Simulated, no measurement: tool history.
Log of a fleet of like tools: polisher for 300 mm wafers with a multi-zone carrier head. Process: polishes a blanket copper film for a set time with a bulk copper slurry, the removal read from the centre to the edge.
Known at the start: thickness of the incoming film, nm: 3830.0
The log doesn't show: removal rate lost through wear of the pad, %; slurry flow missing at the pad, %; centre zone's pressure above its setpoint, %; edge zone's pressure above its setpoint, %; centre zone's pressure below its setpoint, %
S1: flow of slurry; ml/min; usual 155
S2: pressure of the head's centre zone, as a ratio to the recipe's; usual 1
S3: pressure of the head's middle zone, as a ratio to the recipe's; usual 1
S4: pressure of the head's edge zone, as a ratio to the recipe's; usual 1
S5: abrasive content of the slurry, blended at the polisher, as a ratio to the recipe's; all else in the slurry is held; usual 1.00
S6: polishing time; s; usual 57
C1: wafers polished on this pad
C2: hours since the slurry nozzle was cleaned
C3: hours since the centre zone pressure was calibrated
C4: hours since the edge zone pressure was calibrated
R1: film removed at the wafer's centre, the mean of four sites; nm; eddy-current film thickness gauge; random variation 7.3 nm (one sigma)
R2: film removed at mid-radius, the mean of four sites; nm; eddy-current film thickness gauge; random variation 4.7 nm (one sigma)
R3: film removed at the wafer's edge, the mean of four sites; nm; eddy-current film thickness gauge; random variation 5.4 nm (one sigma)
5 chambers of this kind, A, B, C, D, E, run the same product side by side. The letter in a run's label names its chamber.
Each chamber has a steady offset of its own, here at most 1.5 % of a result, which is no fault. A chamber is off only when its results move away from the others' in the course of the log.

run     day   S1  S2  S3  S4    S5  S6    C1     C2      C3     C4      R1      R2      R3
 1C   0.342  155   1   1   1  1.00  57   662  312.1   375.2  110.3  633.13  633.62  637.76
      0.717  -- chamber C: worn pad replaced by a new one
 2D   0.800  155   1   1   1  1.00  57   867  189.5  1135.6  243.4  632.30  636.31  633.31
      0.996  -- chamber D: worn pad replaced by a new one
      1.054  -- chamber E: worn pad replaced by a new one
 3B   1.221  155   1   1   1  1.00  57   421  393.5  1108.0  412.1  633.24  636.23  638.20
 4E   1.542  155   1   1   1  1.00  57   120  357.0   601.1  600.5  644.60  644.04  638.86
      1.850  -- chamber B: worn pad replaced by a new one
 5A   1.933  155   1   1   1  1.00  57   485  542.7   627.7  828.3  622.98  642.62  637.09
 6D   2.229  155   1   1   1  1.00  57   306  223.8  1169.9  277.7  630.53  636.07  630.16
 7B   2.683  155   1   1   1  1.00  57   206  428.6  1143.1  447.2  642.05  637.27  637.14
 8E   3.217  155   1   1   1  1.00  57   535  397.2   641.3  640.7  645.92  639.02  635.79
      3.438  -- chamber A: edge zone pressure recalibrated
 9A   3.617  155   1   1   1  1.00  57   901  583.1   668.1    4.4  625.96  634.97  631.48
      3.738  -- chamber C: worn pad replaced by a new one
      3.838  -- chamber E: worn pad replaced by a new one
10C   4.117  155   1   1   1  1.00  57    94  402.7   465.8  200.9  630.12  630.40  628.47
      4.383  -- chamber A: worn pad replaced by a new one
      4.500  -- chamber B: worn pad replaced by a new one
11C   4.625  155   1   1   1  1.00  57   219  414.9   478.0  213.1  627.56  634.77  643.62
12D   4.992  155   1   1   1  1.00  57   989  290.1  1236.2  344.0  632.35  642.14  638.24
      5.096  -- chamber D: worn pad replaced by a new one
      5.346  -- chamber A: slurry nozzle cleaned
13E   5.417  155   1   1   1  1.00  57   391  450.0   694.1  693.5  648.28  640.78  643.77
14A   5.796  155   1   1   1  1.00  57   350   10.9   720.4   56.7  628.87  643.20  634.71
15B   6.188  155   1   1   1  1.25  57   418  512.7  1227.2  531.3  665.30  654.44  667.13
      6.358  -- chamber E: worn pad replaced by a new one
16B   6.592  155   1   1   1  1.25  57   518  522.4  1236.9  541.0  665.47  665.36  658.61
      6.675  -- chamber C: worn pad replaced by a new one
17C   7.067  155   1   1   1  1.25  57    97  473.5   536.6  271.7  668.85  669.06  684.35
      7.079  -- chamber B: worn pad replaced by a new one
      7.300  -- chamber B: centre zone pressure recalibrated
18D   7.488  155   1   1   1  1.25  57   592  350.0  1296.1  403.9  668.74  678.01  658.52
19E   8.012  155   1   1   1  1.25  57   409  512.3   756.4  755.8  680.66  673.03  670.41
20A   8.442  155   1   1   1  1.00  57  1005   74.4   783.9  120.2  633.08  639.14  633.11
      8.462  -- chamber A: worn pad replaced by a new one
21E   8.775  155   1   1   1  1.00  57   598  530.6   774.7  774.1  651.77  641.25  644.66
      9.179  -- chamber E: worn pad replaced by a new one
22C   9.254  155   1   1   1  1.00  57   638  526.0   589.1  324.2  632.60  640.08  639.75
      9.279  -- chamber D: worn pad replaced by a new one
      9.396  -- chamber B: slurry nozzle cleaned
23A   9.621  155   1   1   1  1.00  57   287  102.7   812.2  148.5  636.09  640.68  630.60
      9.654  -- chamber B: worn pad replaced by a new one
24D   9.917  155   1   1   1  1.00  57   158  408.3  1354.4  462.2  643.31  642.02  634.69
      9.996  -- chamber C: worn pad replaced by a new one
25B  10.362  155   1   1   1  1.00  57   175   23.2    73.5  631.5  705.43  633.12  636.76
26C  10.829  155   1   1   1  1.00  57   207  563.8   626.9  362.0  632.46  631.42  641.61
27D  11.108  155   1   1   1  1.00  57   453  436.9  1383.0  490.8  637.81  637.27  626.87
28A  11.521  155   1   1   1  1.00  57   757  148.3   857.8  194.1  635.78  638.23  626.77
     11.712  -- chamber E: worn pad replaced by a new one
29E  12.112  155   1   1   1  1.00  57    99  610.7   854.8  854.2  647.68  646.82  639.90
     12.254  -- chamber B: worn pad replaced by a new one
30B  12.492  155   1   1   1  1.00  57    59   74.3   124.6  682.6  712.81  633.41  638.28

Next, every chamber runs the same settings. What will each give?
31A  12.925  155   1   1   1  0.70  57                   ?   ?   ?
31B  12.925  155   1   1   1  0.70  57                   ?   ?   ?
31C  12.925  155   1   1   1  0.70  57                   ?   ?   ?
31D  12.925  155   1   1   1  0.70  57                   ?   ?   ?
31E  12.925  155   1   1   1  0.70  57                   ?   ?   ?

run      R1      R2      R3
31A  587.58  588.08  583.27
31B  655.81  582.09  594.78
31C  594.03  598.90  590.69
31D  593.72  594.43  586.73
31E  596.93  596.04  597.45
